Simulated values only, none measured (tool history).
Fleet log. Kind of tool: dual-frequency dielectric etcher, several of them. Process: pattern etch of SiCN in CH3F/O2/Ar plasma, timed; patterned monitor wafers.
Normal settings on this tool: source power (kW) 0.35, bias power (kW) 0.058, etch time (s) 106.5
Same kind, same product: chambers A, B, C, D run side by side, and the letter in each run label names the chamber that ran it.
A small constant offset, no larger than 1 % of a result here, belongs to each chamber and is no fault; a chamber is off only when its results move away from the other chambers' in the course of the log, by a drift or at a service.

run	hour	source power (kW)	bias power (kW)	etch time (s)	hours since the last wet clean	hours since the last source power generator calibration	hours since the last bias power generator calibration	read-back reference wafer on the same gauge, depth_nm	mean etch depth across the wafer (angstrom)
1C	4.8	0.35	0.058	106.5	287.6	1860	3154	37.014	354.21
# hour 6.9: chamber A: wet clean of the chamber
2D	11.4	0.35	0.058	106.5	327.6	1205.8	161.6	37	350.65
3B	15.3	0.35	0.058	106.5	69.6	3314.7	1042.4	36.991	351.06
4A	18.8	0.35	0.058	106.5	12	1405.2	1616.3	37.004	355.7
5B	25.1	0.35	0.058	106.5	79.4	3324.5	1052.2	37.013	351.47
6A	28.7	0.35	0.058	106.5	21.9	1415.1	1626.2	36.988	356.28
7C	32.1	0.35	0.058	106.5	314.9	1887.3	3181.3	37.025	353.82
8D	38.2	0.35	0.058	106.5	354.4	1232.6	188.4	37.005	350.29
9D	42.9	0.35	0.058	106.5	359.1	1237.3	193.1	36.996	350.98
10B	48.8	0.35	0.058	106.5	103.1	3348.2	1075.9	36.987	353.65
11C	53.7	0.35	0.058	106.5	336.5	1908.9	3202.9	37.008	354.03
12A	60.3	0.35	0.058	106.5	53.5	1446.7	1657.8	37.023	355.76
13B	65.1	0.35	0.058	79	119.4	3364.5	1092.2	37	260.99
# hour 65.5: chamber A: bias power generator calibrated
14C	71.1	0.35	0.058	79	353.9	1926.3	3220.3	37.015	263.14
15D	74.5	0.35	0.058	79	390.7	1268.9	224.7	36.995	262.88
16A	78.5	0.35	0.058	79	71.7	1464.9	13	37.004	263.19
17C	83	0.35	0.058	106.5	365.8	1938.2	3232.2	36.983	353.04
18B	87.7	0.35	0.058	106.5	142	3387.1	1114.8	37.006	351.95
19D	91.8	0.35	0.058	137.5	408	1286.2	242	37.008	458.17
20A	95.7	0.35	0.058	137.5	88.9	1482.1	30.2	37.017	458.48
21B	102.4	0.35	0.058	137.5	156.7	3401.8	1129.5	36.983	454.73
22D	107.8	0.35	0.058	137.5	424	1302.2	258	37.02	460.45
23C	112.5	0.35	0.058	106.5	395.3	1967.7	3261.7	37.001	354.09
24A	116.3	0.35	0.058	106.5	109.5	1502.7	50.8	37.018	355.88
25A	122.1	0.35	0.058	106.5	115.3	1508.5	56.6	37.004	353.81
26C	128	0.35	0.058	106.5	410.8	1983.2	3277.2	37.01	354.04
27B	134.3	0.35	0.058	106.5	188.6	3433.7	1161.4	37.006	351.61
28D	138.1	0.3	0.058	136	454.3	1332.5	288.3	37.017	432.86

All chambers now run identical settings, listed one chamber a line with results as question marks. What results will each chamber show?
29A	142.9	0.27	0.058	106.5					?
29B	142.9	0.27	0.058	106.5					?
29C	142.9	0.27	0.058	106.5					?
29D	142.9	0.27	0.058	106.5					?

run	mean etch depth across the wafer (angstrom)
29A	323.13
29B	318.76
29C	321.38
29D	325.34

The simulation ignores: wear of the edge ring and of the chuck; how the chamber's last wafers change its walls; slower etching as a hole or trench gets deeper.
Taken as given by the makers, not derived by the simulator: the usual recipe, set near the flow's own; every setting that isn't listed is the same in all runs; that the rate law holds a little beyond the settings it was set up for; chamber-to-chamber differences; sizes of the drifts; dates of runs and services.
